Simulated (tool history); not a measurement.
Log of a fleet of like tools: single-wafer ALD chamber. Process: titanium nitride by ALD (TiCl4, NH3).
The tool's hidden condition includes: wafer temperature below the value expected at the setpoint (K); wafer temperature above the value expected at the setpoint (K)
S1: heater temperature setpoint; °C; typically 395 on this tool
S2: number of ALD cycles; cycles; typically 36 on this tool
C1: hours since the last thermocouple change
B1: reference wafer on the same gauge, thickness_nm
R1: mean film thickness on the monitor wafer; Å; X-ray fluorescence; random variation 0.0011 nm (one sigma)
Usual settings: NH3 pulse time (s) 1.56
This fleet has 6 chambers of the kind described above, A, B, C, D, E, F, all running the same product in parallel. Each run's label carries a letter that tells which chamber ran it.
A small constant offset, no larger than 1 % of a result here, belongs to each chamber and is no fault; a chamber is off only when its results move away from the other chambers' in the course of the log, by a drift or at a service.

run 1C day=0.408 | S1=395 S2=36 NH3_pulse_time_(s)=1.56 | C1=322.5 | B1=0.6521 | R1=7.8073
run 2F day=0.842 | S1=395 S2=36 NH3_pulse_time_(s)=1.56 | C1=919 | B1=0.65222 | R1=7.8906
run 3E day=1.258 | S1=395 S2=36 NH3_pulse_time_(s)=1.56 | C1=1065.3 | B1=0.65241 | R1=7.7954
run 4A day=1.588 | S1=395 S2=36 NH3_pulse_time_(s)=1.56 | C1=3166 | B1=0.65259 | R1=7.8217
run 5D day=2.058 | S1=395 S2=33 NH3_pulse_time_(s)=1.56 | C1=307.4 | B1=0.65244 | R1=7.1507
run 6B day=2.425 | S1=395 S2=33 NH3_pulse_time_(s)=1.56 | C1=1240.8 | B1=0.65263 | R1=7.15
run 7F day=2.921 | S1=395 S2=33 NH3_pulse_time_(s)=1.56 | C1=968.9 | B1=0.65252 | R1=7.2116
run 8B day=3.475 | S1=395 S2=33 NH3_pulse_time_(s)=1.56 | C1=1266 | B1=0.65284 | R1=7.1378
run 9E day=3.942 | S1=395 S2=33 NH3_pulse_time_(s)=1.56 | C1=1129.7 | B1=0.65276 | R1=7.1649
run 10D day=4.25 | S1=395 S2=33 NH3_pulse_time_(s)=1.56 | C1=360 | B1=0.65299 | R1=7.1723
-- day=4.308 chamber A: thermocouple changed; heater temperature recalibrated
run 11C day=4.533 | S1=395 S2=39 NH3_pulse_time_(s)=1.24 | C1=421.5 | B1=0.65334 | R1=8.3449
run 12A day=4.833 | S1=395 S2=39 NH3_pulse_time_(s)=1.24 | C1=12.6 | B1=0.65294 | R1=8.3576
run 13B day=5.25 | S1=395 S2=39 NH3_pulse_time_(s)=1.24 | C1=1308.6 | B1=0.65317 | R1=8.3623
run 14A day=5.796 | S1=395 S2=39 NH3_pulse_time_(s)=1.24 | C1=35.7 | B1=0.6534 | R1=8.3615
run 15D day=6.329 | S1=395 S2=39 NH3_pulse_time_(s)=1.24 | C1=409.9 | B1=0.65341 | R1=8.3723
run 16C day=6.942 | S1=395 S2=39 NH3_pulse_time_(s)=1.24 | C1=479.3 | B1=0.65352 | R1=8.3486
run 17F day=7.358 | S1=395 S2=36 NH3_pulse_time_(s)=1.56 | C1=1075.4 | B1=0.65344 | R1=7.8899
run 18E day=7.958 | S1=395 S2=36 NH3_pulse_time_(s)=1.56 | C1=1226.1 | B1=0.65343 | R1=7.8219
run 19C day=8.4 | S1=395 S2=36 NH3_pulse_time_(s)=1.56 | C1=514.3 | B1=0.65365 | R1=7.8074
run 20B day=8.912 | S1=395 S2=36 NH3_pulse_time_(s)=1.56 | C1=1396.5 | B1=0.65383 | R1=7.8075
run 21F day=9.258 | S1=395 S2=36 NH3_pulse_time_(s)=1.09 | C1=1121 | B1=0.65423 | R1=7.7241
run 22D day=9.792 | S1=395 S2=36 NH3_pulse_time_(s)=1.09 | C1=493 | B1=0.6538 | R1=7.6636
run 23E day=10.329 | S1=395 S2=36 NH3_pulse_time_(s)=1.09 | C1=1283 | B1=0.65415 | R1=7.6974
run 24A day=10.729 | S1=395 S2=36 NH3_pulse_time_(s)=1.09 | C1=154.1 | B1=0.65438 | R1=7.6692
run 25A day=11.088 | S1=395 S2=36 NH3_pulse_time_(s)=1.09 | C1=162.7 | B1=0.65441 | R1=7.6704
run 26B day=11.538 | S1=395 S2=36 NH3_pulse_time_(s)=1.09 | C1=1459.5 | B1=0.65433 | R1=7.674
run 27F day=12.062 | S1=395 S2=36 NH3_pulse_time_(s)=1.56 | C1=1188.3 | B1=0.65467 | R1=7.8968
run 28C day=12.629 | S1=395 S2=36 NH3_pulse_time_(s)=1.56 | C1=615.8 | B1=0.65471 | R1=7.8169
run 29D day=13.046 | S1=395 S2=36 NH3_pulse_time_(s)=1.56 | C1=571.1 | B1=0.65454 | R1=7.8591
run 30E day=13.467 | S1=395 S2=36 NH3_pulse_time_(s)=1.56 | C1=1358.3 | B1=0.65496 | R1=7.8258
run 31E day=13.996 | S1=395 S2=36 NH3_pulse_time_(s)=1.56 | C1=1371 | B1=0.65509 | R1=7.8369
run 32A day=14.542 | S1=395 S2=36 NH3_pulse_time_(s)=1.56 | C1=245.6 | B1=0.65529 | R1=7.8503
run 33B day=15.158 | S1=395 S2=36 NH3_pulse_time_(s)=1.56 | C1=1546.4 | B1=0.6553 | R1=7.8337
run 34D day=15.675 | S1=395 S2=36 NH3_pulse_time_(s)=1.56 | C1=634.2 | B1=0.65509 | R1=7.838
run 35F day=16.238 | S1=395 S2=36 NH3_pulse_time_(s)=1.56 | C1=1288.5 | B1=0.65537 | R1=7.9205
run 36C day=16.642 | S1=395 S2=36 NH3_pulse_time_(s)=1.56 | C1=712.1 | B1=0.65568 | R1=7.8262
run 37E day=17.254 | S1=395 S2=36 NH3_pulse_time_(s)=1.56 | C1=1449.2 | B1=0.65577 | R1=7.8355

Next, every chamber runs the same settings. What will each give?
run 38A day=17.704 | S1=395 S2=36 NH3_pulse_time_(s)=1.56 | R1=?
run 38B day=17.704 | S1=395 S2=36 NH3_pulse_time_(s)=1.56 | R1=?
run 38C day=17.704 | S1=395 S2=36 NH3_pulse_time_(s)=1.56 | R1=?
run 38D day=17.704 | S1=395 S2=36 NH3_pulse_time_(s)=1.56 | R1=?
run 38E day=17.704 | S1=395 S2=36 NH3_pulse_time_(s)=1.56 | R1=?
run 38F day=17.704 | S1=395 S2=36 NH3_pulse_time_(s)=1.56 | R1=?

run=38A R1=7.8632
run=38B R1=7.8339
run=38C R1=7.8326
run=38D R1=7.853
run=38E R1=7.8541
run=38F R1=7.914
